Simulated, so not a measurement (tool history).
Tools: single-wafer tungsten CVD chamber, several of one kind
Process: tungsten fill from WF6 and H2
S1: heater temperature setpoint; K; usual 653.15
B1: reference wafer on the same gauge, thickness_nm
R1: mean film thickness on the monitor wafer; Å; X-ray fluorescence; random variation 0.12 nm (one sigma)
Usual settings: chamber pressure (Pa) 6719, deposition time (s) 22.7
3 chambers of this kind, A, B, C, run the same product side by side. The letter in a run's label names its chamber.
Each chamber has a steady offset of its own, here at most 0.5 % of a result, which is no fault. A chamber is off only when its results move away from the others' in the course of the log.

Run 1C, day 0.612: usual settings; B1 45.985. Result: R1 570.33 Å.
Run 2A, day 1.133: usual settings; B1 45.997. Result: R1 566.5 Å.
Run 3B, day 1.683: usual settings; B1 45.997. Result: R1 571.08 Å.
At day 1.946: chamber C: thermocouple changed; heater temperature recalibrated.
Run 4B, day 2.104: usual settings; B1 46.009. Result: R1 570 Å.
Run 5C, day 2.479: usual settings; B1 45.986. Result: R1 572.67 Å.
Run 6A, day 2.896: usual settings; B1 46.01. Result: R1 568.3 Å.
Run 7A, day 3.358: usual settings; B1 45.992. Result: R1 570.97 Å.
Run 8B, day 3.671: usual settings; B1 46.017. Result: R1 570.42 Å.
At day 4.108: chamber A: thermocouple changed; heater temperature recalibrated.
Run 9C, day 4.154: usual settings; B1 45.979. Result: R1 570.05 Å.
Run 10B, day 4.646: usual settings but chamber pressure (Pa) 5080, deposition time (s) 19.8; B1 45.988. Result: R1 435.98 Å.
Run 11A, day 5.008: usual settings but chamber pressure (Pa) 5080, deposition time (s) 19.8; B1 45.973. Result: R1 425.29 Å.
Run 12C, day 5.358: usual settings but chamber pressure (Pa) 5080, deposition time (s) 19.8; B1 46.006. Result: R1 438.26 Å.
Run 13A, day 5.85: usual settings but S1 645.15 K; B1 45.995. Result: R1 470.68 Å.
Run 14B, day 6.179: usual settings but S1 645.15 K; B1 46.007. Result: R1 483.31 Å.
Run 15C, day 6.688: usual settings but S1 645.15 K; B1 45.998. Result: R1 483.64 Å.
Run 16B, day 7.012: usual settings; B1 45.999. Result: R1 574.26 Å.
Run 17C, day 7.4: usual settings; B1 45.989. Result: R1 569.07 Å.
Run 18A, day 7.85: usual settings; B1 46.014. Result: R1 554.36 Å.
Run 19C, day 8.379: usual settings; B1 45.971. Result: R1 573.36 Å.
Run 20A, day 8.679: usual settings but S1 662.15 K; B1 46.003. Result: R1 664.79 Å.
Run 21B, day 9.192: usual settings but S1 662.15 K; B1 45.966. Result: R1 680.19 Å.
Run 22A, day 9.546: usual settings but S1 662.15 K; B1 46.017. Result: R1 661.94 Å.
Run 23C, day 10.108: usual settings; B1 45.977. Result: R1 571.72 Å.

Next, every chamber runs the same settings. What will each give?
Run 24A, day 10.554: usual settings but S1 658.15 K. Result: R1 ?.
Run 24B, day 10.554: usual settings but S1 658.15 K. Result: R1 ?.
Run 24C, day 10.554: usual settings but S1 658.15 K. Result: R1 ?.

run      R1
24A  613.49
24B  630.82
24C     628

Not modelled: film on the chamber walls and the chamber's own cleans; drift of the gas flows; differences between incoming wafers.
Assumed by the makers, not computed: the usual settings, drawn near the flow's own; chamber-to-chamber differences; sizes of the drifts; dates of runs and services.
